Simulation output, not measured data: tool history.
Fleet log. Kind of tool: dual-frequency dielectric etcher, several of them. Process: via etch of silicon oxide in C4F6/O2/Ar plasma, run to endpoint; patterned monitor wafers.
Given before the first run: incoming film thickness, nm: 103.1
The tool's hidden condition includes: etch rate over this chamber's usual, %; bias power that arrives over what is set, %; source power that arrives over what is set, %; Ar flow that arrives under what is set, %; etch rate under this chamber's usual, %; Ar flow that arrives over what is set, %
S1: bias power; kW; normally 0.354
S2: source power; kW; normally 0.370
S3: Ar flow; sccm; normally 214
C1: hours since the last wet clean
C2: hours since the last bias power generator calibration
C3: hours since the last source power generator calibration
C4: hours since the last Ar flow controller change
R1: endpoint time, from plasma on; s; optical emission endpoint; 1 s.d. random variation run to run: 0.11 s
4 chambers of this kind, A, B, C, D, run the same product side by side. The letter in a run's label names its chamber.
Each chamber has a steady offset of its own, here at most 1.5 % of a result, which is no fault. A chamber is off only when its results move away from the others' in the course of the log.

At hour 11.1: chamber B: wet clean of the chamber.
At hour 12.2: chamber A: wet clean of the chamber.
Run 1A, hour 12.4: usual settings; C1 0.3; C2 503.0; C3 3931.0; C4 655.6. Result: R1 25.294 s.
Run 2C, hour 24.2: usual settings; C1 337.9; C2 1366.0; C3 268.5; C4 2039.3. Result: R1 25.503 s.
At hour 25.3: chamber A: source power generator calibrated.
Run 3B, hour 37.9: usual settings; C1 26.8; C2 684.2; C3 2342.0; C4 921.3. Result: R1 25.876 s.
Run 4D, hour 48.9: usual settings; C1 132.5; C2 1073.1; C3 4369.9; C4 639.5. Result: R1 25.469 s.
Run 5C, hour 62.3: usual settings but S1 0.404 kW, S2 0.320 kW; C1 376.0; C2 1404.1; C3 306.6; C4 2077.4. Result: R1 25.777 s.
At hour 71.9: chamber D: source power generator calibrated.
Run 6B, hour 76.5: usual settings but S1 0.404 kW, S2 0.320 kW; C1 65.4; C2 722.8; C3 2380.6; C4 959.9. Result: R1 26.001 s.
Run 7A, hour 83.3: usual settings but S1 0.404 kW, S2 0.320 kW; C1 71.2; C2 573.9; C3 58.1; C4 726.5. Result: R1 25.670 s.
Run 8D, hour 95.6: usual settings but S1 0.404 kW, S2 0.320 kW; C1 179.2; C2 1119.8; C3 23.8; C4 686.2. Result: R1 25.846 s.
Run 9C, hour 110.1: usual settings; C1 423.8; C2 1451.9; C3 354.4; C4 2125.2. Result: R1 25.469 s.
Run 10B, hour 119.7: usual settings; C1 108.6; C2 766.0; C3 2423.8; C4 1003.1. Result: R1 25.823 s.
Run 11A, hour 129.6: usual settings; C1 117.5; C2 620.2; C3 104.4; C4 772.8. Result: R1 25.450 s.
Run 12D, hour 137.0: usual settings but S2 0.330 kW, S3 180 sccm; C1 220.6; C2 1161.2; C3 65.2; C4 727.6. Result: R1 26.631 s.
Run 13C, hour 149.1: usual settings but S2 0.330 kW, S3 180 sccm; C1 462.8; C2 1490.9; C3 393.4; C4 2164.2. Result: R1 26.219 s.
Run 14A, hour 161.4: usual settings but S2 0.330 kW, S3 180 sccm; C1 149.3; C2 652.0; C3 136.2; C4 804.6. Result: R1 25.908 s.
At hour 168.8: chamber C: wet clean of the chamber.
Run 15D, hour 172.1: usual settings but S2 0.330 kW, S3 180 sccm; C1 255.7; C2 1196.3; C3 100.3; C4 762.7. Result: R1 26.780 s.
Run 16B, hour 181.8: usual settings; C1 170.7; C2 828.1; C3 2485.9; C4 1065.2. Result: R1 25.712 s.
Run 17B, hour 191.8: usual settings; C1 180.7; C2 838.1; C3 2495.9; C4 1075.2. Result: R1 25.959 s.
Run 18D, hour 203.0: usual settings; C1 286.6; C2 1227.2; C3 131.2; C4 793.6. Result: R1 26.187 s.
Run 19C, hour 209.6: usual settings; C1 40.9; C2 1551.4; C3 453.9; C4 2224.7. Result: R1 25.441 s.
Run 20A, hour 223.9: usual settings; C1 211.8; C2 714.5; C3 198.7; C4 867.1. Result: R1 25.214 s.
Run 21C, hour 233.3: usual settings; C1 64.6; C2 1575.1; C3 477.6; C4 2248.4. Result: R1 25.575 s.
Run 22B, hour 239.8: usual settings; C1 228.7; C2 886.1; C3 2543.9; C4 1123.2. Result: R1 25.758 s.
Run 23D, hour 249.9: usual settings; C1 333.5; C2 1274.1; C3 178.1; C4 840.5. Result: R1 26.253 s.
Run 24A, hour 261.2: usual settings; C1 249.1; C2 751.8; C3 236.0; C4 904.4. Result: R1 25.524 s.
Run 25B, hour 268.7: usual settings; C1 257.6; C2 915.0; C3 2572.8; C4 1152.1. Result: R1 25.893 s.
Run 26A, hour 280.1: usual settings but S2 0.330 kW, S3 191 sccm; C1 268.0; C2 770.7; C3 254.9; C4 923.3. Result: R1 26.159 s.

For the next run the whole fleet of 4 chambers uses the same settings. Give each chamber's results:
Run 27A, hour 290.6: usual settings but S3 265 sccm. Result: R1 ?.
Run 27B, hour 290.6: usual settings but S3 265 sccm. Result: R1 ?.
Run 27C, hour 290.6: usual settings but S3 265 sccm. Result: R1 ?.
Run 27D, hour 290.6: usual settings but S3 265 sccm. Result: R1 ?.

run      R1
27A  25.883
27B  26.463
27C  26.126
27D  27.163

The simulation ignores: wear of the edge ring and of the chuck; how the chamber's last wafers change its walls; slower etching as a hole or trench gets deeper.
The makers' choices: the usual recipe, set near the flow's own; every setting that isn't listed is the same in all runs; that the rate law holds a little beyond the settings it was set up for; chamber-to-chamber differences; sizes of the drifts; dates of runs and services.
